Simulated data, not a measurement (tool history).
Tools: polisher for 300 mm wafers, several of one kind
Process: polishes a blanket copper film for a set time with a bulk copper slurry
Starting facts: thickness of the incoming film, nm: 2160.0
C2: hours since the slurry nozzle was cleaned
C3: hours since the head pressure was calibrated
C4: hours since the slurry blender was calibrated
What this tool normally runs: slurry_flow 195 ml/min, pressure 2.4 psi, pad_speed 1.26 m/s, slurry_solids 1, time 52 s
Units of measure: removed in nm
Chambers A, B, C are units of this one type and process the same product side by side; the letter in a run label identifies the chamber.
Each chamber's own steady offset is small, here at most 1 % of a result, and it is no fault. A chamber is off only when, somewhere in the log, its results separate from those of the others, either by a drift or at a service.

run 1C hour=4.5 | slurry_flow=195 pressure=2.4 pad_speed=1.26 slurry_solids=1 time=52 | wafers_polished_on_this_pad=257 C2=61.3 C3=453.9 C4=159.7 | removed=479.32
-- hour=9 chamber B: worn pad replaced by a new one
-- hour=11.5 chamber C: slurry blender recalibrated
run 2B hour=12.5 | slurry_flow=195 pressure=2.4 pad_speed=1.26 slurry_solids=1 time=52 | wafers_polished_on_this_pad=39 C2=200.7 C3=828.8 C4=32.4 | removed=471.37
run 3A hour=20.3 | slurry_flow=195 pressure=2.4 pad_speed=1.26 slurry_solids=1 time=52 | wafers_polished_on_this_pad=480 C2=373.5 C3=330.1 C4=84.5 | removed=471.46
-- hour=25.1 chamber B: head pressure recalibrated
run 4A hour=29.5 | slurry_flow=195 pressure=2.4 pad_speed=1.26 slurry_solids=1 time=52 | wafers_polished_on_this_pad=582 C2=382.7 C3=339.3 C4=93.7 | removed=478.45
run 5B hour=35.7 | slurry_flow=195 pressure=2.4 pad_speed=1.26 slurry_solids=1 time=52 | wafers_polished_on_this_pad=295 C2=223.9 C3=10.6 C4=55.6 | removed=464.67
-- hour=41 chamber C: worn pad replaced by a new one
run 6C hour=45 | slurry_flow=195 pressure=2.8 pad_speed=1.26 slurry_solids=1 time=45 | wafers_polished_on_this_pad=44 C2=101.8 C3=494.4 C4=33.5 | removed=477.2
-- hour=52 chamber A: slurry blender recalibrated
run 7C hour=52.3 | slurry_flow=195 pressure=2.8 pad_speed=1.26 slurry_solids=1 time=45 | wafers_polished_on_this_pad=125 C2=109.1 C3=501.7 C4=40.8 | removed=478.57
run 8A hour=60.7 | slurry_flow=195 pressure=2.8 pad_speed=1.26 slurry_solids=1 time=45 | wafers_polished_on_this_pad=927 C2=413.9 C3=370.5 C4=8.8 | removed=471.53
run 9B hour=68.5 | slurry_flow=195 pressure=2.4 pad_speed=1.26 slurry_solids=1 time=52 | wafers_polished_on_this_pad=658 C2=256.7 C3=43.4 C4=88.4 | removed=484.16
run 10B hour=72.6 | slurry_flow=195 pressure=2.4 pad_speed=1.26 slurry_solids=1 time=52 | wafers_polished_on_this_pad=703 C2=260.8 C3=47.5 C4=92.5 | removed=473.87
run 11C hour=80.1 | slurry_flow=195 pressure=2.4 pad_speed=1.26 slurry_solids=1 time=52 | wafers_polished_on_this_pad=432 C2=136.9 C3=529.5 C4=68.6 | removed=476.63
run 12A hour=88.3 | slurry_flow=195 pressure=2.4 pad_speed=1.26 slurry_solids=1 time=52 | wafers_polished_on_this_pad=1232 C2=441.5 C3=398.1 C4=36.4 | removed=472.49
-- hour=91.1 chamber A: head pressure recalibrated
run 13A hour=93.3 | slurry_flow=195 pressure=2.4 pad_speed=1.26 slurry_solids=1 time=52 | wafers_polished_on_this_pad=1287 C2=446.5 C3=2.3 C4=41.4 | removed=464.45
-- hour=95.5 chamber C: worn pad replaced by a new one
run 14C hour=100 | slurry_flow=195 pressure=2.4 pad_speed=1.26 slurry_solids=1 time=52 | wafers_polished_on_this_pad=49 C2=156.8 C3=549.4 C4=88.5 | removed=474.42
run 15B hour=107.3 | slurry_flow=195 pressure=2.4 pad_speed=1.26 slurry_solids=1.25 time=52 | wafers_polished_on_this_pad=1086 C2=295.5 C3=82.2 C4=127.2 | removed=499.36
run 16B hour=116.3 | slurry_flow=195 pressure=2.4 pad_speed=1.26 slurry_solids=1.25 time=52 | wafers_polished_on_this_pad=1186 C2=304.5 C3=91.2 C4=136.2 | removed=497.34
-- hour=116.9 chamber B: slurry blender recalibrated
run 17A hour=121.2 | slurry_flow=195 pressure=2.4 pad_speed=1.26 slurry_solids=1.25 time=52 | wafers_polished_on_this_pad=1595 C2=474.4 C3=30.2 C4=69.3 | removed=488.38
run 18C hour=129.2 | slurry_flow=195 pressure=2.4 pad_speed=1.26 slurry_solids=1 time=52 | wafers_polished_on_this_pad=372 C2=186 C3=578.6 C4=117.7 | removed=470.72
run 19A hour=137 | slurry_flow=195 pressure=2.4 pad_speed=1.26 slurry_solids=1 time=52 | wafers_polished_on_this_pad=1770 C2=490.2 C3=46 C4=85.1 | removed=458.29
run 20C hour=142.1 | slurry_flow=195 pressure=2.4 pad_speed=1.26 slurry_solids=1 time=52 | wafers_polished_on_this_pad=515 C2=198.9 C3=591.5 C4=130.6 | removed=471.59
-- hour=145.4 chamber C: worn pad replaced by a new one
-- hour=146.2 chamber A: slurry blender recalibrated
run 21B hour=146.6 | slurry_flow=195 pressure=2.4 pad_speed=1.26 slurry_solids=1 time=52 | wafers_polished_on_this_pad=1521 C2=334.8 C3=121.5 C4=29.7 | removed=473.85
-- hour=148.8 chamber B: worn pad replaced by a new one
run 22C hour=154.4 | slurry_flow=195 pressure=2.4 pad_speed=1.26 slurry_solids=1 time=52 | wafers_polished_on_this_pad=99 C2=211.2 C3=603.8 C4=142.9 | removed=476.96
run 23B hour=160.3 | slurry_flow=195 pressure=2.4 pad_speed=1.26 slurry_solids=1 time=52 | wafers_polished_on_this_pad=127 C2=348.5 C3=135.2 C4=43.4 | removed=480.52
run 24A hour=165.2 | slurry_flow=195 pressure=2.4 pad_speed=1.26 slurry_solids=1 time=52 | wafers_polished_on_this_pad=2081 C2=518.4 C3=74.2 C4=19 | removed=453.77
run 25C hour=173.4 | slurry_flow=195 pressure=2.4 pad_speed=1.26 slurry_solids=1 time=52 | wafers_polished_on_this_pad=309 C2=230.2 C3=622.8 C4=161.9 | removed=473.28
run 26A hour=181.3 | slurry_flow=195 pressure=2.4 pad_speed=1.26 slurry_solids=1 time=52 | wafers_polished_on_this_pad=2259 C2=534.5 C3=90.3 C4=35.1 | removed=444.67
run 27B hour=186 | slurry_flow=195 pressure=2.4 pad_speed=1.26 slurry_solids=1 time=52 | wafers_polished_on_this_pad=411 C2=374.2 C3=160.9 C4=69.1 | removed=483.12
-- hour=190 chamber C: slurry blender recalibrated
run 28C hour=191.9 | slurry_flow=195 pressure=2.4 pad_speed=1.26 slurry_solids=1 time=67 | wafers_polished_on_this_pad=514 C2=248.7 C3=641.3 C4=1.9 | removed=606.71
-- hour=194 chamber C: worn pad replaced by a new one
run 29B hour=196.6 | slurry_flow=195 pressure=2.4 pad_speed=1.26 slurry_solids=1 time=67 | wafers_polished_on_this_pad=528 C2=384.8 C3=171.5 C4=79.7 | removed=609.5
run 30A hour=205.7 | slurry_flow=195 pressure=2.4 pad_speed=1.26 slurry_solids=1 time=67 | wafers_polished_on_this_pad=2529 C2=558.9 C3=114.7 C4=59.5 | removed=574.07
run 31C hour=209.8 | slurry_flow=195 pressure=2.4 pad_speed=1.26 slurry_solids=1 time=52 | wafers_polished_on_this_pad=175 C2=266.6 C3=659.2 C4=19.8 | removed=475.54

What goes on in this fleet: one chamber off, a drifting gauge, or nothing beyond the chambers' own small offsets? Name the chamber and the cause, if any.

One chamber, A, drifts off from the rest bit by bit.
Cause: removal rate lost through wear of the pad, % = 8.65.
With only this log, it may be confused with: slurry flow missing at the pad, %.

Here are 4 candidates for chamber A's next run, each the usual settings with a change, their results left as question marks. Which one brings its results back in line with what the others give on the usual settings?
In line means no further than this from the other chambers' mean on the usual settings: removed 20 nm
run 32A-1 hour=216.4 | slurry_flow=195 pressure=2.3 pad_speed=1.2 slurry_solids=1 time=49 | removed=?
run 32A-2 hour=216.4 | slurry_flow=195 pressure=2.4 pad_speed=1.36 slurry_solids=1 time=56 | removed=?
run 32A-3 hour=216.4 | slurry_flow=195 pressure=2.4 pad_speed=1.2 slurry_solids=1 time=50 | removed=?
run 32A-4 hour=216.4 | slurry_flow=195 pressure=2.5 pad_speed=1.3 slurry_solids=1 time=53 | removed=?

On the usual settings, the other chambers give on average: removed 475.56 nm
run=32A-1 removed=379.49
run=32A-2 removed=513.38
run=32A-3 removed=404.1
run=32A-4 removed=483.68
32A-4 puts the chamber back in line with the other chambers.
